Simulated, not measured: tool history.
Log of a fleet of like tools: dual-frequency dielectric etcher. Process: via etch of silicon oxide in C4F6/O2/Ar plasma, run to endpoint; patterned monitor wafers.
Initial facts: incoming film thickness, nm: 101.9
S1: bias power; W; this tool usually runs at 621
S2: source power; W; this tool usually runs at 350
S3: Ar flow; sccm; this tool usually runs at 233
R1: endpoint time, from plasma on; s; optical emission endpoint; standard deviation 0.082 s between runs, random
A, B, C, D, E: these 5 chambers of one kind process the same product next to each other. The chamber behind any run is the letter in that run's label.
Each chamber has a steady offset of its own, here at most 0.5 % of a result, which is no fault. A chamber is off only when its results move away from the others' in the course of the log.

run 1B hour=8.6 | S1=621 S2=350 S3=233 | R1=21.218
run 2C hour=20.0 | S1=621 S2=350 S3=233 | R1=21.105
run 3A hour=26.1 | S1=621 S2=350 S3=233 | R1=21.125
run 4E hour=34.4 | S1=621 S2=350 S3=233 | R1=21.121
run 5D hour=45.6 | S1=621 S2=350 S3=233 | R1=21.029
run 6A hour=51.8 | S1=621 S2=310 S3=216 | R1=21.909
run 7C hour=58.5 | S1=621 S2=310 S3=216 | R1=21.807
run 8B hour=69.9 | S1=621 S2=310 S3=216 | R1=21.983
run 9D hour=76.1 | S1=621 S2=310 S3=216 | R1=21.720
run 10E hour=82.6 | S1=621 S2=310 S3=216 | R1=21.775
run 11E hour=93.9 | S1=621 S2=350 S3=233 | R1=20.993
run 12A hour=103.2 | S1=621 S2=350 S3=233 | R1=21.079
-- hour=111.3 chamber C: wet clean of the chamber
run 13D hour=112.4 | S1=621 S2=350 S3=233 | R1=21.038
run 14C hour=120.9 | S1=621 S2=350 S3=233 | R1=21.088
run 15B hour=127.9 | S1=621 S2=350 S3=233 | R1=21.310
run 16B hour=134.7 | S1=621 S2=350 S3=233 | R1=21.188
-- hour=142.7 chamber C: source power generator calibrated
run 17A hour=142.7 | S1=621 S2=350 S3=233 | R1=21.013
run 18E hour=152.4 | S1=621 S2=350 S3=233 | R1=21.019
run 19D hour=158.8 | S1=621 S2=350 S3=233 | R1=21.020
run 20C hour=166.7 | S1=621 S2=350 S3=233 | R1=21.110
run 21E hour=176.7 | S1=621 S2=350 S3=233 | R1=20.920
run 22B hour=187.1 | S1=621 S2=350 S3=233 | R1=21.168
run 23D hour=198.1 | S1=479 S2=320 S3=233 | R1=23.856
run 24C hour=203.8 | S1=479 S2=320 S3=233 | R1=23.962
run 25A hour=215.1 | S1=479 S2=320 S3=233 | R1=24.016
run 26C hour=225.7 | S1=479 S2=320 S3=233 | R1=23.935
run 27E hour=236.1 | S1=479 S2=320 S3=233 | R1=24.107
-- hour=238.2 chamber B: source power generator calibrated
run 28A hour=244.8 | S1=621 S2=350 S3=233 | R1=21.083
run 29B hour=250.0 | S1=621 S2=350 S3=233 | R1=21.145
run 30D hour=258.9 | S1=621 S2=350 S3=233 | R1=21.015
-- hour=261.4 chamber D: wet clean of the chamber
run 31E hour=270.0 | S1=621 S2=350 S3=233 | R1=21.024
run 32C hour=279.5 | S1=621 S2=350 S3=233 | R1=21.030
run 33D hour=285.7 | S1=621 S2=350 S3=233 | R1=21.057
run 34B hour=295.2 | S1=621 S2=350 S3=233 | R1=21.254
-- hour=296.7 chamber B: Ar flow controller replaced
run 35A hour=300.3 | S1=500 S2=350 S3=212 | R1=22.749
run 36A hour=308.0 | S1=500 S2=350 S3=212 | R1=22.779
run 37D hour=315.1 | S1=500 S2=350 S3=212 | R1=22.554
run 38C hour=325.5 | S1=500 S2=350 S3=212 | R1=22.541
run 39B hour=333.5 | S1=500 S2=350 S3=212 | R1=22.687
run 40E hour=344.7 | S1=621 S2=350 S3=233 | R1=21.022
run 41E hour=355.1 | S1=621 S2=350 S3=233 | R1=20.987

Is one chamber out of step, is the gauge drifting, or do the chambers differ by no more than their own small offsets? For an off chamber, give its letter and the likeliest cause.

Nothing is wrong: each chamber keeps only its own small, steady offset and the gauge holds still.

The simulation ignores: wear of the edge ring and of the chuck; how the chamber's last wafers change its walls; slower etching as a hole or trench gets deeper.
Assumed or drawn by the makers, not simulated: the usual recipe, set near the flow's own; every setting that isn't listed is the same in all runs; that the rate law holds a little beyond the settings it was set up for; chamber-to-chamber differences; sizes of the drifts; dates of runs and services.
